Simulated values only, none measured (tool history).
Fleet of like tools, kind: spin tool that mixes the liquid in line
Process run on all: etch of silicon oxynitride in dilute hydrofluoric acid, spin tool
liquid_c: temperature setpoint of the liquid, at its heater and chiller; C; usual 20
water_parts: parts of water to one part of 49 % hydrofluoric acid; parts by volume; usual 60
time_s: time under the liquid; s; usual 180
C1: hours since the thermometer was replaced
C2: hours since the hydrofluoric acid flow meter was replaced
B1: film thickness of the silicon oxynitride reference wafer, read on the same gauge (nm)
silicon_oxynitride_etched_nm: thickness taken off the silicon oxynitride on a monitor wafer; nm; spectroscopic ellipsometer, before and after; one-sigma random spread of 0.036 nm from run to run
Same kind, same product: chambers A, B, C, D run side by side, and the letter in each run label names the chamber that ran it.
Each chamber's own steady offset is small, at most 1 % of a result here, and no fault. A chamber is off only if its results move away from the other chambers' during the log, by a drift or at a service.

{"run": "1C", "day": 0.388, "liquid_c": 20, "water_parts": 60, "time_s": 180, "C1": 20.7, "C2": 413.4, "B1": 70.026, "silicon_oxynitride_etched_nm": 4.6506}
{"run": "2A", "day": 0.679, "liquid_c": 20, "water_parts": 60, "time_s": 180, "C1": 587.8, "C2": 1129.5, "B1": 69.99, "silicon_oxynitride_etched_nm": 4.6828}
{"run": "3B", "day": 1.058, "liquid_c": 20, "water_parts": 60, "time_s": 180, "C1": 29.6, "C2": 1242.8, "B1": 70.013, "silicon_oxynitride_etched_nm": 4.6559}
{"run": "4D", "day": 1.3, "liquid_c": 20, "water_parts": 60, "time_s": 180, "C1": 1239, "C2": 1155.8, "B1": 69.987, "silicon_oxynitride_etched_nm": 4.7371}
{"run": "5D", "day": 1.704, "liquid_c": 20, "water_parts": 60, "time_s": 215, "C1": 1248.7, "C2": 1165.5, "B1": 70.001, "silicon_oxynitride_etched_nm": 5.6393}
{"run": "6A", "day": 1.958, "liquid_c": 20, "water_parts": 60, "time_s": 215, "C1": 618.5, "C2": 1160.2, "B1": 69.993, "silicon_oxynitride_etched_nm": 5.675}
{"run": "7B", "day": 2.321, "liquid_c": 20, "water_parts": 60, "time_s": 215, "C1": 59.9, "C2": 1273.1, "B1": 70.031, "silicon_oxynitride_etched_nm": 5.7004}
{"run": "8C", "day": 2.738, "liquid_c": 20, "water_parts": 60, "time_s": 215, "C1": 77.1, "C2": 469.8, "B1": 69.97, "silicon_oxynitride_etched_nm": 5.6016}
{"run": "9A", "day": 3.033, "liquid_c": 20, "water_parts": 60, "time_s": 180, "C1": 644.3, "C2": 1186, "B1": 70.012, "silicon_oxynitride_etched_nm": 4.7223}
{"run": "10C", "day": 3.333, "liquid_c": 20, "water_parts": 60, "time_s": 180, "C1": 91.4, "C2": 484.1, "B1": 70.01, "silicon_oxynitride_etched_nm": 4.6408}
{"run": "11D", "day": 3.542, "liquid_c": 20, "water_parts": 60, "time_s": 180, "C1": 1292.8, "C2": 1209.6, "B1": 69.952, "silicon_oxynitride_etched_nm": 4.6518}
{"run": "12B", "day": 3.833, "liquid_c": 20, "water_parts": 60, "time_s": 180, "C1": 96.2, "C2": 1309.4, "B1": 70.002, "silicon_oxynitride_etched_nm": 4.6796}
{"run": "13D", "day": 4.2, "liquid_c": 20, "water_parts": 60, "time_s": 180, "C1": 1308.6, "C2": 1225.4, "B1": 69.988, "silicon_oxynitride_etched_nm": 4.7337}
{"run": "14A", "day": 4.55, "liquid_c": 20, "water_parts": 60, "time_s": 180, "C1": 680.7, "C2": 1222.4, "B1": 70.022, "silicon_oxynitride_etched_nm": 4.6622}
{"run": "15B", "day": 4.879, "liquid_c": 20, "water_parts": 60, "time_s": 180, "C1": 121.3, "C2": 1334.5, "B1": 69.996, "silicon_oxynitride_etched_nm": 4.7588}
{"run": "16C", "day": 5.125, "liquid_c": 20, "water_parts": 60, "time_s": 180, "C1": 134.4, "C2": 527.1, "B1": 69.991, "silicon_oxynitride_etched_nm": 4.6186}
{"run": "17C", "day": 5.492, "liquid_c": 20, "water_parts": 60, "time_s": 275, "C1": 143.2, "C2": 535.9, "B1": 69.991, "silicon_oxynitride_etched_nm": 7.0468}
{"run": "18D", "day": 5.883, "liquid_c": 20, "water_parts": 60, "time_s": 275, "C1": 1349, "C2": 1265.8, "B1": 70.022, "silicon_oxynitride_etched_nm": 7.1438}
{"run": "19A", "day": 6.121, "liquid_c": 20, "water_parts": 60, "time_s": 275, "C1": 718.4, "C2": 1260.1, "B1": 70.036, "silicon_oxynitride_etched_nm": 7.0896}
{"run": "20B", "day": 6.508, "liquid_c": 20, "water_parts": 60, "time_s": 275, "C1": 160.4, "C2": 1373.6, "B1": 69.995, "silicon_oxynitride_etched_nm": 7.2057}
{"run": "21C", "day": 6.767, "liquid_c": 20, "water_parts": 60, "time_s": 180, "C1": 173.8, "C2": 566.5, "B1": 70.057, "silicon_oxynitride_etched_nm": 4.6535}
{"run": "22A", "day": 7.162, "liquid_c": 20, "water_parts": 60, "time_s": 180, "C1": 743.4, "C2": 1285.1, "B1": 70.005, "silicon_oxynitride_etched_nm": 4.7073}
{"run": "23D", "day": 7.371, "liquid_c": 20, "water_parts": 60, "time_s": 180, "C1": 1384.7, "C2": 1301.5, "B1": 70.01, "silicon_oxynitride_etched_nm": 4.6915}
{"run": "24B", "day": 7.588, "liquid_c": 22, "water_parts": 60, "time_s": 105, "C1": 186.3, "C2": 1399.5, "B1": 70.001, "silicon_oxynitride_etched_nm": 3.0091}
{"run": "25C", "day": 7.858, "liquid_c": 22, "water_parts": 60, "time_s": 105, "C1": 200, "C2": 592.7, "B1": 70.001, "silicon_oxynitride_etched_nm": 2.9532}
{"run": "26B", "day": 8.15, "liquid_c": 22, "water_parts": 60, "time_s": 105, "C1": 199.8, "C2": 1413, "B1": 70.01, "silicon_oxynitride_etched_nm": 3.0249}
{"run": "27A", "day": 8.5, "liquid_c": 22, "water_parts": 60, "time_s": 105, "C1": 775.5, "C2": 1317.2, "B1": 69.978, "silicon_oxynitride_etched_nm": 3.0015}
{"run": "28D", "day": 8.788, "liquid_c": 20, "water_parts": 60, "time_s": 180, "C1": 1418.7, "C2": 1335.5, "B1": 69.989, "silicon_oxynitride_etched_nm": 4.6451}
{"run": "29D", "day": 8.988, "liquid_c": 20, "water_parts": 60, "time_s": 180, "C1": 1423.5, "C2": 1340.3, "B1": 69.99, "silicon_oxynitride_etched_nm": 4.6582}
{"run": "30C", "day": 9.35, "liquid_c": 20, "water_parts": 60, "time_s": 180, "C1": 235.8, "C2": 628.5, "B1": 70.006, "silicon_oxynitride_etched_nm": 4.6238}
{"run": "31A", "day": 9.671, "liquid_c": 20, "water_parts": 60, "time_s": 180, "C1": 803.6, "C2": 1345.3, "B1": 69.987, "silicon_oxynitride_etched_nm": 4.7649}
{"run": "32B", "day": 9.954, "liquid_c": 20, "water_parts": 60, "time_s": 180, "C1": 243.1, "C2": 1456.3, "B1": 69.99, "silicon_oxynitride_etched_nm": 4.7566}
{"run": "33C", "day": 10.167, "liquid_c": 20, "water_parts": 30, "time_s": 255, "C1": 255.4, "C2": 648.1, "B1": 69.973, "silicon_oxynitride_etched_nm": 13.601}
{"run": "34D", "day": 10.408, "liquid_c": 20, "water_parts": 30, "time_s": 255, "C1": 1457.6, "C2": 1374.4, "B1": 69.979, "silicon_oxynitride_etched_nm": 13.562}

Each of the 4 chambers runs these same settings next. Fill in every chamber's results:
{"run": "35A", "day": 10.712, "liquid_c": 20, "water_parts": 60, "time_s": 180, "silicon_oxynitride_etched_nm": "?"}
{"run": "35B", "day": 10.712, "liquid_c": 20, "water_parts": 60, "time_s": 180, "silicon_oxynitride_etched_nm": "?"}
{"run": "35C", "day": 10.712, "liquid_c": 20, "water_parts": 60, "time_s": 180, "silicon_oxynitride_etched_nm": "?"}
{"run": "35D", "day": 10.712, "liquid_c": 20, "water_parts": 60, "time_s": 180, "silicon_oxynitride_etched_nm": "?"}

run=35A silicon_oxynitride_etched_nm=4.6773
run=35B silicon_oxynitride_etched_nm=4.6614
run=35C silicon_oxynitride_etched_nm=4.6227
run=35D silicon_oxynitride_etched_nm=4.7304
